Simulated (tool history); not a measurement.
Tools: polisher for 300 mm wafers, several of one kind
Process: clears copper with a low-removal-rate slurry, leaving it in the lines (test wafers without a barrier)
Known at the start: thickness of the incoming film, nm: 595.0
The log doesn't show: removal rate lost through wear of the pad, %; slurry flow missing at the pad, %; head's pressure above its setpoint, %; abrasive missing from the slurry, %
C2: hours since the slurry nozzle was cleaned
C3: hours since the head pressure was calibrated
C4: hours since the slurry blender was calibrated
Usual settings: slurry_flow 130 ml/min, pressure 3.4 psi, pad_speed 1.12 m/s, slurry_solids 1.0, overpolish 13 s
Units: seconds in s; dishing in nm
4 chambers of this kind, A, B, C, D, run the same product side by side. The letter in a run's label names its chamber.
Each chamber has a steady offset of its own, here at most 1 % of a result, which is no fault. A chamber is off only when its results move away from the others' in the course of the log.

Run 1C, day 0.254: usual settings; wafers polished on this pad 421; C2 251.4; C3 128.3; C4 128.5. Result: seconds 191.89 s, dishing 25.874 nm.
Run 2A, day 0.417: usual settings; wafers polished on this pad 219; C2 39.6; C3 803.2; C4 145.0. Result: seconds 188.26 s, dishing 26.380 nm.
At day 0.500: chamber B: worn pad replaced by a new one.
Run 3D, day 0.650: usual settings; wafers polished on this pad 599; C2 221.7; C3 92.1; C4 62.8. Result: seconds 192.59 s, dishing 26.161 nm.
Run 4B, day 0.967: usual settings; wafers polished on this pad 102; C2 403.8; C3 47.6; C4 378.8. Result: seconds 187.90 s, dishing 26.492 nm.
Run 5C, day 1.283: usual settings; wafers polished on this pad 645; C2 276.1; C3 153.0; C4 153.2. Result: seconds 189.55 s, dishing 26.010 nm.
At day 1.412: chamber B: slurry blender recalibrated.
Run 6A, day 1.583: usual settings; wafers polished on this pad 473; C2 67.6; C3 831.2; C4 173.0. Result: seconds 186.62 s, dishing 26.140 nm.
Run 7D, day 1.742: usual settings; wafers polished on this pad 837; C2 247.9; C3 118.3; C4 89.0. Result: seconds 186.99 s, dishing 25.898 nm.
At day 1.804: chamber D: worn pad replaced by a new one.
At day 1.808: chamber A: slurry blender recalibrated.
Run 8B, day 2.058: usual settings; wafers polished on this pad 340; C2 430.0; C3 73.8; C4 15.6. Result: seconds 185.54 s, dishing 27.217 nm.
Run 9C, day 2.304: usual settings; wafers polished on this pad 868; C2 300.6; C3 177.5; C4 177.7. Result: seconds 191.27 s, dishing 26.321 nm.
Run 10D, day 2.546: usual settings; wafers polished on this pad 161; C2 267.2; C3 137.6; C4 108.3. Result: seconds 188.26 s, dishing 26.182 nm.
Run 11B, day 2.804: usual settings but pressure 4.3 psi; wafers polished on this pad 502; C2 447.9; C3 91.7; C4 33.5. Result: seconds 147.56 s, dishing 31.708 nm.
Run 12A, day 2.962: usual settings but pressure 4.3 psi; wafers polished on this pad 773; C2 100.7; C3 864.3; C4 27.7. Result: seconds 148.39 s, dishing 31.401 nm.
Run 13A, day 3.267: usual settings but pressure 4.3 psi; wafers polished on this pad 840; C2 108.0; C3 871.6; C4 35.0. Result: seconds 151.16 s, dishing 31.654 nm.
Run 14C, day 3.492: usual settings but pressure 4.3 psi; wafers polished on this pad 1126; C2 329.1; C3 206.0; C4 206.2. Result: seconds 153.27 s, dishing 31.611 nm.
At day 3.596: chamber B: worn pad replaced by a new one.
Run 15B, day 3.717: usual settings; wafers polished on this pad 26; C2 469.8; C3 113.6; C4 55.4. Result: seconds 186.42 s, dishing 26.118 nm.
Run 16D, day 3.988: usual settings; wafers polished on this pad 475; C2 301.8; C3 172.2; C4 142.9. Result: seconds 191.14 s, dishing 26.765 nm.
Run 17D, day 4.192: usual settings but slurry_solids 0.8; wafers polished on this pad 520; C2 306.7; C3 177.1; C4 147.8. Result: seconds 197.65 s, dishing 25.803 nm.
At day 4.217: chamber A: worn pad replaced by a new one.
Run 18B, day 4.479: usual settings but slurry_solids 0.8; wafers polished on this pad 192; C2 488.1; C3 131.9; C4 73.7. Result: seconds 199.49 s, dishing 25.361 nm.
Run 19C, day 4.750: usual settings but slurry_solids 0.8; wafers polished on this pad 1400; C2 359.3; C3 236.2; C4 236.4. Result: seconds 207.67 s, dishing 24.495 nm.
Run 20A, day 5.083: usual settings but slurry_solids 0.8; wafers polished on this pad 189; C2 151.6; C3 915.2; C4 78.6. Result: seconds 199.40 s, dishing 24.130 nm.
Run 21A, day 5.396: usual settings; wafers polished on this pad 257; C2 159.1; C3 922.7; C4 86.1. Result: seconds 186.33 s, dishing 26.056 nm.
At day 5.542: chamber C: slurry blender recalibrated.
Run 22D, day 5.567: usual settings; wafers polished on this pad 819; C2 339.7; C3 210.1; C4 180.8. Result: seconds 187.34 s, dishing 26.289 nm.
At day 5.812: chamber D: worn pad replaced by a new one.
Run 23B, day 5.829: usual settings; wafers polished on this pad 486; C2 520.5; C3 164.3; C4 106.1. Result: seconds 187.87 s, dishing 25.840 nm.
Run 24C, day 6.017: usual settings; wafers polished on this pad 1676; C2 389.7; C3 266.6; C4 11.4. Result: seconds 199.34 s, dishing 24.657 nm.
Run 25B, day 6.271: usual settings; wafers polished on this pad 582; C2 531.1; C3 174.9; C4 116.7. Result: seconds 186.23 s, dishing 26.180 nm.
Run 26D, day 6.421: usual settings; wafers polished on this pad 133; C2 360.2; C3 230.6; C4 201.3. Result: seconds 187.53 s, dishing 27.033 nm.
Run 27C, day 6.658: usual settings but pressure 3.8 psi; wafers polished on this pad 1816; C2 405.1; C3 282.0; C4 26.8. Result: seconds 179.68 s, dishing 27.117 nm.
At day 6.954: chamber B: worn pad replaced by a new one.
Run 28A, day 6.975: usual settings but pressure 3.8 psi; wafers polished on this pad 601; C2 197.0; C3 960.6; C4 124.0. Result: seconds 170.66 s, dishing 28.818 nm.
Run 29A, day 7.246: usual settings but pressure 3.8 psi; wafers polished on this pad 660; C2 203.5; C3 967.1; C4 130.5. Result: seconds 169.17 s, dishing 28.570 nm.
Run 30C, day 7.404: usual settings but pressure 3.8 psi; wafers polished on this pad 1978; C2 423.0; C3 299.9; C4 44.7. Result: seconds 185.39 s, dishing 26.876 nm.
Run 31B, day 7.688: usual settings; wafers polished on this pad 160; C2 565.1; C3 208.9; C4 150.7. Result: seconds 187.56 s, dishing 26.152 nm.
At day 7.896: chamber A: slurry blender recalibrated.
Run 32D, day 7.942: usual settings; wafers polished on this pad 464; C2 396.7; C3 267.1; C4 237.8. Result: seconds 192.28 s, dishing 26.121 nm.
At day 8.117: chamber A: worn pad replaced by a new one.
Run 33A, day 8.204: usual settings; wafers polished on this pad 19; C2 226.5; C3 990.1; C4 7.5. Result: seconds 189.26 s, dishing 25.262 nm.
Run 34D, day 8.542: usual settings; wafers polished on this pad 594; C2 411.1; C3 281.5; C4 252.2. Result: seconds 187.99 s, dishing 26.198 nm.
Run 35B, day 8.779: usual settings; wafers polished on this pad 397; C2 591.3; C3 235.1; C4 176.9. Result: seconds 189.51 s, dishing 26.158 nm.
Run 36C, day 8.996: usual settings; wafers polished on this pad 2325; C2 461.2; C3 338.1; C4 82.9. Result: seconds 209.63 s, dishing 24.383 nm.
Run 37D, day 9.238: usual settings but pad_speed 1.50 m/s; wafers polished on this pad 746; C2 427.8; C3 298.2; C4 268.9. Result: seconds 142.44 s, dishing 31.852 nm.
Run 38A, day 9.392: usual settings but pad_speed 1.50 m/s; wafers polished on this pad 277; C2 255.0; C3 1018.6; C4 36.0. Result: seconds 143.16 s, dishing 32.194 nm.
Run 39B, day 9.704: usual settings but pad_speed 1.50 m/s; wafers polished on this pad 599; C2 613.5; C3 257.3; C4 199.1. Result: seconds 139.06 s, dishing 32.701 nm.
Run 40C, day 9.962: usual settings but pad_speed 1.50 m/s; wafers polished on this pad 2535; C2 484.4; C3 361.3; C4 106.1. Result: seconds 155.34 s, dishing 30.242 nm.

Next, every chamber runs the same settings. What will each give?
Run 41A, day 10.204: usual settings. Result: seconds ?, dishing ?.
Run 41B, day 10.204: usual settings. Result: seconds ?, dishing ?.
Run 41C, day 10.204: usual settings. Result: seconds ?, dishing ?.
Run 41D, day 10.204: usual settings. Result: seconds ?, dishing ?.

run  seconds  dishing
41A   189.50   25.965
41B   185.99   25.858
41C   211.20   24.122
41D   190.77   25.925
